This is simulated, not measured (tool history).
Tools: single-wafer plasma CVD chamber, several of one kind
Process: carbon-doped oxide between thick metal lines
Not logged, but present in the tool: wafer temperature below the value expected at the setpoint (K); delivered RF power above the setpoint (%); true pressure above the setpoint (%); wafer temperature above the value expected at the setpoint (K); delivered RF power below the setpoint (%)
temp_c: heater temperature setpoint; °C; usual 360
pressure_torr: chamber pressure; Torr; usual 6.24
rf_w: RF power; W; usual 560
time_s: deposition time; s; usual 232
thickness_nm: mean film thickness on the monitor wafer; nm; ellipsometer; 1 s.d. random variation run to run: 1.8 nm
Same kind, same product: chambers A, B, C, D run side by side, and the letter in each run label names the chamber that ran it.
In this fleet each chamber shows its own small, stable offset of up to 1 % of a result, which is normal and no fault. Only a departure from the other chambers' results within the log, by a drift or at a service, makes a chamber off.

| run | hour | temp_c | pressure_torr | rf_w | time_s | hours since the last thermocouple change | hours since the last RF generator calibration | hours since the last manometer calibration | read-back reference wafer on the same gauge, thickness_nm | thickness_nm |
|---|---|---|---|---|---|---|---|---|---|---|
| 1D | 5.3 | 360 | 6.24 | 560 | 232 | 352.0 | 1739.7 | 1143.4 | 1149.8 | 1258.9 |
| 2A | 14.9 | 360 | 6.24 | 560 | 232 | 2202.8 | 197.9 | 723.5 | 1149.9 | 1257.0 |
| 3B | 19.5 | 360 | 6.24 | 560 | 232 | 641.8 | 1224.6 | 1811.8 | 1149.5 | 1264.2 |
| 4C | 28.8 | 360 | 6.24 | 560 | 232 | 114.8 | 947.3 | 1147.5 | 1149.2 | 1268.0 |
| 5B | 36.0 | 360 | 6.24 | 560 | 232 | 658.3 | 1241.1 | 1828.3 | 1148.8 | 1262.7 |
| 6C | 41.3 | 360 | 6.24 | 560 | 232 | 127.3 | 959.8 | 1160.0 | 1148.9 | 1267.4 |
| 7A | 46.6 | 360 | 6.24 | 560 | 232 | 2234.5 | 229.6 | 755.2 | 1148.8 | 1261.0 |
| 8D | 51.1 | 360 | 6.24 | 560 | 232 | 397.8 | 1785.5 | 1189.2 | 1148.6 | 1262.5 |
| 9B | 56.9 | 360 | 6.24 | 560 | 232 | 679.2 | 1262.0 | 1849.2 | 1148.7 | 1261.5 |
| 10D | 66.1 | 360 | 6.24 | 560 | 232 | 412.8 | 1800.5 | 1204.2 | 1148.4 | 1260.4 |
| 11A | 75.1 | 360 | 6.24 | 560 | 232 | 2263.0 | 258.1 | 783.7 | 1148.4 | 1257.8 |
| 12C | 83.2 | 360 | 6.24 | 560 | 232 | 169.2 | 1001.7 | 1201.9 | 1148.6 | 1264.4 |
|  | 85.7 | chamber A: thermocouple changed; heater temperature recalibrated |
| 13A | 90.5 | 360 | 6.24 | 560 | 232 | 4.9 | 273.5 | 799.1 | 1148.2 | 1254.6 |
| 14D | 96.6 | 360 | 6.24 | 560 | 232 | 443.3 | 1831.0 | 1234.7 | 1147.9 | 1259.6 |
| 15B | 103.5 | 360 | 6.24 | 560 | 232 | 725.8 | 1308.6 | 1895.8 | 1147.8 | 1263.0 |
|  | 107.3 | chamber D: capacitance manometer re-zeroed and calibrated |
| 16C | 109.2 | 360 | 6.24 | 560 | 232 | 195.2 | 1027.7 | 1227.9 | 1147.9 | 1264.6 |
| 17A | 114.6 | 360 | 6.24 | 560 | 232 | 29.0 | 297.6 | 823.2 | 1147.4 | 1253.3 |
| 18B | 121.5 | 360 | 6.24 | 560 | 232 | 743.8 | 1326.6 | 1913.8 | 1147.2 | 1259.9 |
| 19D | 130.8 | 360 | 6.24 | 560 | 232 | 477.5 | 1865.2 | 23.6 | 1147.2 | 1258.9 |
| 20C | 136.4 | 360 | 6.24 | 560 | 232 | 222.4 | 1054.9 | 1255.1 | 1147.1 | 1266.5 |
| 21B | 145.8 | 360 | 6.90 | 560 | 232 | 768.1 | 1350.9 | 1938.1 | 1146.7 | 1273.0 |
| 22A | 150.4 | 360 | 6.90 | 560 | 232 | 64.8 | 333.4 | 859.0 | 1146.7 | 1266.6 |
| 23C | 158.2 | 360 | 6.90 | 560 | 232 | 244.2 | 1076.7 | 1276.9 | 1146.4 | 1272.3 |
| 24D | 163.1 | 360 | 6.90 | 560 | 232 | 509.8 | 1897.5 | 55.9 | 1146.2 | 1270.6 |
| 25A | 168.0 | 360 | 6.24 | 560 | 232 | 82.4 | 351.0 | 876.6 | 1146.5 | 1252.8 |
| 26D | 177.2 | 360 | 6.24 | 560 | 232 | 523.9 | 1911.6 | 70.0 | 1145.5 | 1256.0 |
| 27C | 182.1 | 360 | 6.24 | 560 | 232 | 268.1 | 1100.6 | 1300.8 | 1145.9 | 1264.5 |
| 28B | 191.3 | 360 | 6.24 | 560 | 232 | 813.6 | 1396.4 | 1983.6 | 1145.2 | 1257.6 |
| 29D | 197.7 | 360 | 6.24 | 560 | 232 | 544.4 | 1932.1 | 90.5 | 1145.5 | 1255.5 |
| 30A | 205.8 | 360 | 6.24 | 560 | 232 | 120.2 | 388.8 | 914.4 | 1145.9 | 1251.4 |
| 31B | 211.5 | 360 | 6.24 | 560 | 232 | 833.8 | 1416.6 | 2003.8 | 1145.2 | 1263.1 |
| 32C | 219.2 | 365 | 6.24 | 560 | 232 | 305.2 | 1137.7 | 1337.9 | 1145.2 | 1247.8 |
|  | 220.7 | chamber B: capacitance manometer re-zeroed and calibrated |
| 33A | 226.5 | 365 | 6.24 | 560 | 232 | 140.9 | 409.5 | 935.1 | 1145.4 | 1243.3 |
| 34C | 235.5 | 365 | 6.24 | 560 | 232 | 321.5 | 1154.0 | 1354.2 | 1145.3 | 1247.1 |
| 35D | 241.9 | 365 | 6.24 | 560 | 232 | 588.6 | 1976.3 | 134.7 | 1144.7 | 1241.1 |
| 36B | 248.3 | 360 | 6.24 | 560 | 232 | 870.6 | 1453.4 | 27.6 | 1144.2 | 1260.0 |
| 37A | 257.3 | 360 | 6.24 | 560 | 232 | 171.7 | 440.3 | 965.9 | 1144.3 | 1254.0 |
| 38B | 262.5 | 360 | 6.24 | 560 | 232 | 884.8 | 1467.6 | 41.8 | 1144.2 | 1254.0 |
| 39D | 271.3 | 360 | 6.24 | 560 | 232 | 618.0 | 2005.7 | 164.1 | 1143.7 | 1254.1 |
| 40C | 276.3 | 360 | 6.24 | 560 | 232 | 362.3 | 1194.8 | 1395.0 | 1143.8 | 1260.7 |
| 41B | 283.9 | 360 | 6.24 | 560 | 232 | 906.2 | 1489.0 | 63.2 | 1143.6 | 1257.7 |
| 42A | 292.4 | 360 | 6.24 | 560 | 232 | 206.8 | 475.4 | 1001.0 | 1143.4 | 1252.9 |
| 43D | 301.1 | 360 | 6.24 | 560 | 232 | 647.8 | 2035.5 | 193.9 | 1143.3 | 1254.1 |

The same settings go to every chamber for the next run, one line per chamber below. Forecast the results for each:
| 44A | 308.1 | 360 | 6.24 | 560 | 232 |  |  |  |  | ? |
| 44B | 308.1 | 360 | 6.24 | 560 | 232 |  |  |  |  | ? |
| 44C | 308.1 | 360 | 6.24 | 560 | 232 |  |  |  |  | ? |
| 44D | 308.1 | 360 | 6.24 | 560 | 232 |  |  |  |  | ? |

| run | thickness_nm |
|---|---|
| 44A | 1248.8 |
| 44B | 1256.1 |
| 44C | 1259.7 |
| 44D | 1253.6 |
